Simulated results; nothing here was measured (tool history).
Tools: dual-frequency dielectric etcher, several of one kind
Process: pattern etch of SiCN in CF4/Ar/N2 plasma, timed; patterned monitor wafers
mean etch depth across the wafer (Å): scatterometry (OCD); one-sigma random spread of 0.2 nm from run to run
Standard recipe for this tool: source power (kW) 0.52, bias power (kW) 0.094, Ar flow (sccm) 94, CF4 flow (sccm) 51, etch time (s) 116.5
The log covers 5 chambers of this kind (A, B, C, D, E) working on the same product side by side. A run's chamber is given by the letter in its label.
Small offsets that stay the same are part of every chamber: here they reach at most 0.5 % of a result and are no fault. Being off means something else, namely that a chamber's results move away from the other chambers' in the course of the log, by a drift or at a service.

| run | hour | source power (kW) | bias power (kW) | Ar flow (sccm) | CF4 flow (sccm) | etch time (s) | read-back reference wafer on the same gauge, depth_nm | mean etch depth across the wafer (Å) |
|---|---|---|---|---|---|---|---|---|
| 1E | 7.8 | 0.52 | 0.094 | 94 | 51 | 116.5 | 141.04 | 1200.9 |
| 2D | 18.5 | 0.52 | 0.094 | 94 | 51 | 116.5 | 140.97 | 1206.6 |
| 3B | 27.2 | 0.52 | 0.094 | 94 | 51 | 116.5 | 141.03 | 1210.5 |
| 4C | 39.5 | 0.52 | 0.094 | 94 | 51 | 116.5 | 141.06 | 1209 |
|  | 49.1 | chamber C: source power generator calibrated |
| 5A | 50.8 | 0.52 | 0.094 | 94 | 51 | 116.5 | 141.15 | 1212.1 |
| 6E | 60.8 | 0.52 | 0.072 | 111 | 51 | 116.5 | 141.07 | 1061.9 |
| 7A | 71.8 | 0.52 | 0.072 | 111 | 51 | 116.5 | 141.13 | 1073 |
| 8C | 86.6 | 0.52 | 0.072 | 111 | 51 | 116.5 | 141.19 | 1069.8 |
| 9D | 100.8 | 0.52 | 0.072 | 111 | 51 | 116.5 | 141.21 | 1067.4 |
| 10B | 112.9 | 0.52 | 0.072 | 111 | 51 | 116.5 | 141.33 | 1070 |
| 11D | 121.9 | 0.52 | 0.094 | 94 | 51 | 116.5 | 141.29 | 1210 |
| 12A | 132.6 | 0.52 | 0.094 | 94 | 51 | 116.5 | 141.28 | 1212 |
| 13C | 143 | 0.52 | 0.094 | 94 | 51 | 116.5 | 141.33 | 1210.7 |
| 14E | 156.2 | 0.52 | 0.094 | 94 | 51 | 116.5 | 141.29 | 1201.7 |
| 15B | 167.7 | 0.52 | 0.094 | 94 | 51 | 116.5 | 141.38 | 1206.7 |
| 16E | 175.4 | 0.52 | 0.094 | 94 | 51 | 116.5 | 141.43 | 1207.7 |
| 17D | 186.5 | 0.52 | 0.094 | 94 | 51 | 116.5 | 141.42 | 1212.6 |
| 18A | 196.1 | 0.52 | 0.094 | 94 | 51 | 116.5 | 141.34 | 1218.8 |
| 19C | 203.8 | 0.52 | 0.094 | 94 | 51 | 116.5 | 141.48 | 1215.3 |
|  | 211.4 | chamber C: wet clean of the chamber |
| 20B | 216.9 | 0.52 | 0.094 | 94 | 51 | 116.5 | 141.49 | 1213.1 |
|  | 221.5 | chamber E: source power generator calibrated |
| 21C | 232.7 | 0.52 | 0.094 | 94 | 51 | 116.5 | 141.53 | 1217.9 |
| 22B | 244.1 | 0.52 | 0.094 | 94 | 51 | 116.5 | 141.54 | 1212.4 |
| 23D | 257.3 | 0.52 | 0.094 | 94 | 51 | 116.5 | 141.61 | 1213.4 |
| 24A | 268.9 | 0.52 | 0.094 | 77 | 51 | 116.5 | 141.66 | 1253.1 |
|  | 280.4 | chamber E: wet clean of the chamber |
| 25E | 284.5 | 0.52 | 0.094 | 77 | 51 | 116.5 | 141.64 | 1241.7 |
|  | 300.3 | chamber D: wet clean of the chamber |
| 26D | 300.6 | 0.52 | 0.094 | 77 | 51 | 116.5 | 141.7 | 1246.9 |
| 27C | 307.9 | 0.52 | 0.094 | 77 | 51 | 116.5 | 141.7 | 1249.2 |
| 28B | 320.7 | 0.52 | 0.094 | 77 | 51 | 116.5 | 141.66 | 1248.1 |
| 29E | 335.5 | 0.52 | 0.094 | 94 | 51 | 116.5 | 141.68 | 1206.6 |
| 30A | 344.1 | 0.52 | 0.081 | 94 | 61 | 116.5 | 141.78 | 1184.2 |
|  | 346.8 | chamber B: wet clean of the chamber |
| 31E | 355.3 | 0.52 | 0.081 | 94 | 61 | 116.5 | 141.82 | 1177.4 |
| 32A | 370.5 | 0.52 | 0.081 | 94 | 61 | 116.5 | 141.83 | 1184.7 |
| 33C | 380.4 | 0.52 | 0.081 | 94 | 61 | 116.5 | 141.88 | 1184.8 |
| 34B | 392.3 | 0.52 | 0.081 | 94 | 61 | 116.5 | 141.86 | 1180.7 |
| 35D | 400 | 0.57 | 0.094 | 94 | 59 | 116.5 | 141.95 | 1344.8 |
| 36B | 408.6 | 0.57 | 0.094 | 94 | 59 | 116.5 | 141.93 | 1344.6 |

The same settings go to every chamber for the next run, one line per chamber below. Forecast the results for each:
| 37A | 420.3 | 0.44 | 0.094 | 94 | 51 | 116.5 |  | ? |
| 37B | 420.3 | 0.44 | 0.094 | 94 | 51 | 116.5 |  | ? |
| 37C | 420.3 | 0.44 | 0.094 | 94 | 51 | 116.5 |  | ? |
| 37D | 420.3 | 0.44 | 0.094 | 94 | 51 | 116.5 |  | ? |
| 37E | 420.3 | 0.44 | 0.094 | 94 | 51 | 116.5 |  | ? |

| run | mean etch depth across the wafer (Å) |
|---|---|
| 37A | 1054.8 |
| 37B | 1051.9 |
| 37C | 1052.6 |
| 37D | 1052.2 |
| 37E | 1048.9 |
